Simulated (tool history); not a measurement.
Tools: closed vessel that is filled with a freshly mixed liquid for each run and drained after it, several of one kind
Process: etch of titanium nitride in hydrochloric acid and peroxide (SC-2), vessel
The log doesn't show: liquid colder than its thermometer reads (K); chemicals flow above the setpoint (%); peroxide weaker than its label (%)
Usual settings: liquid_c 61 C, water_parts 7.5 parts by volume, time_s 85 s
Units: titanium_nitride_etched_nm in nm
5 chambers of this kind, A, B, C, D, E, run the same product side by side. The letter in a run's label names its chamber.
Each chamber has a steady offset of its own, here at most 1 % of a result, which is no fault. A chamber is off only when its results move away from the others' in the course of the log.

| run | day | liquid_c | water_parts | time_s | hours since the thermometer was replaced | hours since the chemicals flow meter was replaced | hours since the drum of peroxide was connected | read-back film thickness of the titanium nitride reference wafer, read on the same gauge (nm) | titanium_nitride_etched_nm |
|---|---|---|---|---|---|---|---|---|---|
| 1B | 0.225 | 61 | 7.5 | 85 | 2224.9 | 82.1 | 536.5 | 99.994 | 8.3329 |
| 2A | 0.504 | 61 | 7.5 | 85 | 915.6 | 498.2 | 291.5 | 99.981 | 8.5253 |
| 3E | 0.783 | 61 | 7.5 | 85 | 1109.4 | 1202.6 | 150.6 | 99.991 | 8.4315 |
| 4C | 1.088 | 61 | 7.5 | 85 | 1581.7 | 518.6 | 898.1 | 100.03 | 8.4343 |
| 5D | 1.304 | 61 | 7.5 | 85 | 164.3 | 844.5 | 563.1 | 99.995 | 8.5845 |
| 6D | 1.517 | 61 | 7.5 | 85 | 169.4 | 849.6 | 568.2 | 100.01 | 8.4436 |
| 7A | 1.842 | 61 | 7.5 | 85 | 947.7 | 530.3 | 323.6 | 99.977 | 8.3886 |
| 8E | 2.208 | 61 | 7.5 | 85 | 1143.6 | 1236.8 | 184.8 | 99.989 | 8.3092 |
| 9C | 2.592 | 61 | 7.5 | 85 | 1617.8 | 554.7 | 934.2 | 100.03 | 8.3681 |
| 10B | 3.017 | 61 | 7.5 | 85 | 2291.9 | 149.1 | 603.5 | 100.01 | 8.5812 |
| 11B | 3.388 | 61 | 7.5 | 85 | 2300.8 | 158 | 612.4 | 99.991 | 8.4046 |
| 12D | 3.808 | 61 | 7.5 | 85 | 224.4 | 904.6 | 623.2 | 100 | 8.5665 |
| 13A | 4.171 | 61 | 7.5 | 85 | 1003.6 | 586.2 | 379.5 | 100 | 8.447 |
| 14C | 4.546 | 61 | 7.5 | 85 | 1664.7 | 601.6 | 981.1 | 100 | 8.2773 |
| 15E | 4.833 | 61 | 7.5 | 85 | 1206.6 | 1299.8 | 247.8 | 100 | 8.5323 |
| 16D | 5.271 | 61 | 7.5 | 85 | 259.5 | 939.7 | 658.3 | 100.01 | 8.4825 |
| 17E | 5.617 | 61 | 7.5 | 85 | 1225.4 | 1318.6 | 266.6 | 99.998 | 8.525 |
|  | 5.8 | chamber E: chemicals flow meter replaced |
|  | 6.004 | chamber A: chemicals flow meter replaced |
| 18A | 6.017 | 61 | 7.5 | 85 | 1047.9 | 0.3 | 423.8 | 100 | 8.3325 |
| 19B | 6.45 | 61 | 7.5 | 85 | 2374.3 | 231.5 | 685.9 | 100 | 8.402 |
| 20C | 6.8 | 61 | 7.5 | 85 | 1718.8 | 655.7 | 1035.2 | 100.01 | 8.5062 |
|  | 7.021 | chamber C: chemicals flow meter replaced |
| 21B | 7.225 | 61 | 7.5 | 85 | 2392.9 | 250.1 | 704.5 | 100.01 | 8.4331 |
| 22D | 7.646 | 61 | 7.5 | 85 | 316.5 | 996.7 | 715.3 | 100.01 | 8.4602 |
| 23C | 7.942 | 61 | 7.5 | 85 | 1746.2 | 22.1 | 1062.6 | 99.989 | 8.3482 |
| 24A | 8.212 | 61 | 7.5 | 85 | 1100.6 | 53 | 476.5 | 100.01 | 8.1628 |
| 25E | 8.504 | 61 | 7.5 | 85 | 1294.7 | 65 | 335.9 | 99.988 | 8.5759 |
| 26D | 8.908 | 61 | 7.5 | 85 | 346.8 | 1027 | 745.6 | 100 | 8.5109 |
| 27E | 9.258 | 61 | 7.5 | 85 | 1312.8 | 83.1 | 354 | 100.01 | 8.3897 |
| 28B | 9.525 | 61 | 7.5 | 85 | 2448.1 | 305.3 | 759.7 | 100.02 | 8.5593 |
| 29C | 9.929 | 61 | 7.5 | 85 | 1793.9 | 69.8 | 1110.3 | 99.987 | 8.4417 |
| 30A | 10.304 | 54.5 | 4.5 | 85 | 1150.8 | 103.2 | 526.7 | 99.993 | 7.9154 |
|  | 10.483 | chamber B: thermometer replaced |
| 31C | 10.633 | 54.5 | 4.5 | 85 | 1810.8 | 86.7 | 1127.2 | 99.978 | 8.0597 |
| 32A | 10.862 | 54.5 | 4.5 | 85 | 1164.2 | 116.6 | 540.1 | 100.02 | 7.7852 |
| 33E | 11.096 | 54.5 | 4.5 | 85 | 1356.9 | 127.2 | 398.1 | 100.01 | 8.2199 |
| 34D | 11.458 | 54.5 | 4.5 | 85 | 408 | 1088.2 | 806.8 | 99.986 | 8.277 |
| 35B | 11.846 | 61 | 7.5 | 85 | 32.7 | 361 | 815.4 | 100.01 | 8.526 |
| 36E | 12.079 | 61 | 7.5 | 85 | 1380.5 | 150.8 | 421.7 | 99.978 | 8.444 |

What goes on in this fleet: one chamber off, a drifting gauge, or nothing beyond the chambers' own small offsets? Name the chamber and the cause, if any.

Chamber A drifts away from the others.
Cause: liquid colder than its thermometer reads (K) = 1.05.
The log may not tell that from: peroxide weaker than its label (%).

Here are 4 candidates for chamber A's next run, each the usual settings with a change, their results left as question marks. Which one brings its results back in line with what the others give on the usual settings?
In line means no further than this from the other chambers' mean on the usual settings: titanium_nitride_etched_nm 0.26 nm
| 37A-1 | 12.396 | 62 | 7.5 | 90 |  |  |  |  | ? |
| 37A-2 | 12.396 | 60 | 7.5 | 85 |  |  |  |  | ? |
| 37A-3 | 12.396 | 60 | 8 | 85 |  |  |  |  | ? |
| 37A-4 | 12.396 | 61 | 7.5 | 90 |  |  |  |  | ? |

The other chambers' mean on the usual settings: titanium_nitride_etched_nm 8.4485 nm
| run | titanium_nitride_etched_nm |
|---|---|
| 37A-1 | 8.9256 |
| 37A-2 | 7.4494 |
| 37A-3 | 7.0748 |
| 37A-4 | 8.3948 |
37A-4 brings the chamber back in line.
